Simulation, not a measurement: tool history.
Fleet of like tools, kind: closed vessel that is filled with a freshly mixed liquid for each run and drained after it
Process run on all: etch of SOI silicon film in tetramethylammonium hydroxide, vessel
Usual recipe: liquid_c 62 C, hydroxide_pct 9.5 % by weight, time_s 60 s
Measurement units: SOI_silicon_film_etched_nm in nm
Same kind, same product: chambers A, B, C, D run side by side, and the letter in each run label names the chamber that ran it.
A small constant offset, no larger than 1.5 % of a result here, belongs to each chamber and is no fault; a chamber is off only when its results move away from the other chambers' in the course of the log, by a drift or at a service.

run,hour,liquid_c,hydroxide_pct,time_s,"read-back film thickness of the SOI silicon film reference wafer, read on the same gauge (nm)",SOI_silicon_film_etched_nm
1A,7.5,62,9.5,60,150,267.31
2B,14.4,62,9.5,60,150,270.82
3C,21.2,62,9.5,60,149.98,275.03
4D,25.3,62,9.5,60,149.99,271.43
5B,29.2,62,9.5,60,149.99,271.78
6A,36.6,62,9.5,60,149.99,267.61
7C,41.3,62,9.5,60,150,274.53
8D,48.3,62,9.5,60,149.99,270.89
9A,54.6,62,9.5,60,150.02,267.24
10C,60.1,62,9.5,60,149.98,272.96
11B,63.5,62,9.5,60,150,272.76
12D,70.3,62,9.5,75,149.98,339.88
13A,77.1,62,9.5,75,150.01,332.88
14C,81,62,9.5,75,150.01,343.09
15B,87.2,62,9.5,75,149.99,337.75
16D,94.2,62,9.5,30,150.01,135.37
17C,100.9,62,9.5,30,150,137.03
18B,107.5,62,9.5,30,149.99,135.07
19A,112,62,9.5,30,149.99,131.02
20D,115.6,62,9.5,60,149.98,272.72
21D,121.2,62,9.5,35,149.97,159.89
22C,129,62,9.5,35,150,161.53
23A,135.5,62,9.5,35,150.01,151.73
24B,143.1,62,9.5,35,149.99,157.01
25B,147.7,62,9.5,60,149.99,268.01
26D,154.7,62,9.5,60,150.01,270.19
27C,158.5,62,9.5,60,149.96,274.91
28A,164.5,62,9.5,60,150.01,259.05
29B,168.5,62,9.5,60,150.01,266.91
30D,175.4,62,9.5,60,150.01,270.44
31C,180.6,62,9.5,60,150,276.96
32A,187,62,9.5,60,150.01,257.6
33C,192.2,62,9.5,60,150.01,274.63
34D,199.6,62,9.5,60,150.01,270.11
35A,205.8,62,9.5,60,150,256.29
36B,211.3,62,9.5,60,149.98,270.69
37C,216.8,62,9.5,60,150.01,276.7
38B,224.4,62,9.5,60,150.01,270.23
39A,228.4,62,9.5,60,149.99,254.97
40D,233.3,62,9.5,60,149.99,268.99

For the next run the whole fleet of 4 chambers uses the same settings. Give each chamber's results:
41A,238.9,62,9.5,60,,?
41B,238.9,62,9.5,60,,?
41C,238.9,62,9.5,60,,?
41D,238.9,62,9.5,60,,?

run,SOI_silicon_film_etched_nm
41A,255.32
41B,266.65
41C,273.65
41D,268.23
